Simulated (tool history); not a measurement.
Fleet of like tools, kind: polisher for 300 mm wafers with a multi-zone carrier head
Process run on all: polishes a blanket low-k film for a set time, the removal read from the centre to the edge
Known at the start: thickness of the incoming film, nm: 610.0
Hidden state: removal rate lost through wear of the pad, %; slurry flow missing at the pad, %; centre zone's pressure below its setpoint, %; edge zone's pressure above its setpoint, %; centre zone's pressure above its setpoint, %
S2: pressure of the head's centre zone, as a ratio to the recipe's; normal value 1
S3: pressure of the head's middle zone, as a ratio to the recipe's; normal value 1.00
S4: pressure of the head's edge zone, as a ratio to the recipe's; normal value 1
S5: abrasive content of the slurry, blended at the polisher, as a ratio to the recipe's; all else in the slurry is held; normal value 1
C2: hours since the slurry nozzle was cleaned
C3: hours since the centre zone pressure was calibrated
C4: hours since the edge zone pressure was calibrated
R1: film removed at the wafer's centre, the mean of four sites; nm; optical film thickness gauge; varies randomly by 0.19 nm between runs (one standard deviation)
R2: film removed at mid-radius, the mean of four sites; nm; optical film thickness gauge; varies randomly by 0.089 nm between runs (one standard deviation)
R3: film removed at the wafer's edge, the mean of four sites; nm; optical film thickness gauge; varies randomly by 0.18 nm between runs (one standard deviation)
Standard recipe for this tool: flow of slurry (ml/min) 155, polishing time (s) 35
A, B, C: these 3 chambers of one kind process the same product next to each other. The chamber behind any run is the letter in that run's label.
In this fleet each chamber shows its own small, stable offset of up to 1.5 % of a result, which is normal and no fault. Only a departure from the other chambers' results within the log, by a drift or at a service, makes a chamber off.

Run 1A, day 0.358: usual settings; wafers polished on this pad 348; C2 418.4; C3 783.3; C4 360.3. Result: R1 14.422 nm, R2 14.385 nm, R3 14.336 nm.
Run 2C, day 0.638: usual settings; wafers polished on this pad 268; C2 129.4; C3 742.7; C4 620.3. Result: R1 14.241 nm, R2 14.636 nm, R3 14.908 nm.
Run 3B, day 1.112: usual settings; wafers polished on this pad 775; C2 250.3; C3 293.6; C4 930.9. Result: R1 14.511 nm, R2 14.140 nm, R3 14.361 nm.
At day 1.629: chamber A: worn pad replaced by a new one.
Run 4B, day 1.696: usual settings; wafers polished on this pad 989; C2 264.3; C3 307.6; C4 944.9. Result: R1 14.696 nm, R2 14.282 nm, R3 14.470 nm.
At day 2.038: chamber C: worn pad replaced by a new one.
Run 5A, day 2.121: usual settings; wafers polished on this pad 180; C2 460.7; C3 825.6; C4 402.6. Result: R1 14.297 nm, R2 14.378 nm, R3 14.131 nm.
At day 2.312: chamber B: slurry nozzle cleaned.
Run 6C, day 2.692: usual settings; wafers polished on this pad 239; C2 178.7; C3 792.0; C4 669.6. Result: R1 14.262 nm, R2 14.496 nm, R3 14.018 nm.
Run 7B, day 3.200: usual settings; wafers polished on this pad 1539; C2 21.4; C3 343.7; C4 981.0. Result: R1 14.364 nm, R2 14.003 nm, R3 14.057 nm.
Run 8C, day 3.767: usual settings; wafers polished on this pad 632; C2 204.5; C3 817.8; C4 695.4. Result: R1 13.997 nm, R2 14.606 nm, R3 14.324 nm.
At day 3.833: chamber A: worn pad replaced by a new one.
At day 4.121: chamber C: worn pad replaced by a new one.
Run 9A, day 4.167: usual settings; wafers polished on this pad 121; C2 509.8; C3 874.7; C4 451.7. Result: R1 14.524 nm, R2 14.306 nm, R3 14.034 nm.
Run 10B, day 4.625: usual settings; wafers polished on this pad 2060; C2 55.6; C3 377.9; C4 1015.2. Result: R1 14.246 nm, R2 13.822 nm, R3 14.088 nm.
Run 11A, day 5.171: usual settings; wafers polished on this pad 489; C2 533.9; C3 898.8; C4 475.8. Result: R1 14.103 nm, R2 14.354 nm, R3 14.482 nm.
At day 5.279: chamber C: edge zone pressure recalibrated.
Run 12C, day 5.654: usual settings; wafers polished on this pad 561; C2 249.8; C3 863.1; C4 9.0. Result: R1 14.199 nm, R2 14.485 nm, R3 14.678 nm.
At day 5.792: chamber A: worn pad replaced by a new one.
Run 13B, day 6.075: usual settings; wafers polished on this pad 2590; C2 90.4; C3 412.7; C4 1050.0. Result: R1 13.863 nm, R2 13.594 nm, R3 14.053 nm.
At day 6.175: chamber C: worn pad replaced by a new one.
Run 14C, day 6.596: usual settings; wafers polished on this pad 155; C2 272.4; C3 885.7; C4 31.6. Result: R1 14.639 nm, R2 14.592 nm, R3 14.366 nm.
Run 15A, day 6.962: usual settings; wafers polished on this pad 428; C2 576.9; C3 941.8; C4 518.8. Result: R1 14.134 nm, R2 14.307 nm, R3 14.092 nm.
At day 6.988: chamber C: slurry nozzle cleaned.
Run 16C, day 7.275: usual settings; wafers polished on this pad 403; C2 7.0; C3 902.0; C4 47.9. Result: R1 14.255 nm, R2 14.467 nm, R3 14.669 nm.
At day 7.579: chamber A: worn pad replaced by a new one.
Run 17B, day 7.771: usual settings; wafers polished on this pad 3210; C2 131.1; C3 453.4; C4 1090.7. Result: R1 13.404 nm, R2 13.480 nm, R3 13.479 nm.
Run 18A, day 8.062: usual settings; wafers polished on this pad 177; C2 603.3; C3 968.2; C4 545.2. Result: R1 14.018 nm, R2 14.399 nm, R3 14.522 nm.
At day 8.408: chamber C: worn pad replaced by a new one.
Run 19A, day 8.496: usual settings; wafers polished on this pad 335; C2 613.7; C3 978.6; C4 555.6. Result: R1 14.181 nm, R2 14.316 nm, R3 14.363 nm.
Run 20B, day 9.046: usual settings; wafers polished on this pad 3676; C2 161.7; C3 484.0; C4 1121.3. Result: R1 13.257 nm, R2 13.104 nm, R3 13.196 nm.
Run 21C, day 9.479: usual settings; wafers polished on this pad 392; C2 59.9; C3 954.9; C4 100.8. Result: R1 14.177 nm, R2 14.565 nm, R3 14.151 nm.
Run 22B, day 9.783: usual settings but flow of slurry (ml/min) 120, S3 1.11; wafers polished on this pad 3946; C2 179.4; C3 501.7; C4 1139.0. Result: R1 12.561 nm, R2 13.519 nm, R3 12.552 nm.
Run 23C, day 10.333: usual settings but flow of slurry (ml/min) 120, S3 1.11; wafers polished on this pad 704; C2 80.4; C3 975.4; C4 121.3. Result: R1 13.545 nm, R2 15.194 nm, R3 13.914 nm.

Each of the 3 chambers runs these same settings next. Fill in every chamber's results:
Run 24A, day 10.767: usual settings. Result: R1 ?, R2 ?, R3 ?.
Run 24B, day 10.767: usual settings. Result: R1 ?, R2 ?, R3 ?.
Run 24C, day 10.767: usual settings. Result: R1 ?, R2 ?, R3 ?.

run      R1      R2      R3
24A  14.434  14.366  14.121
24B  13.041  12.785  12.817
24C  14.439  14.645  14.417
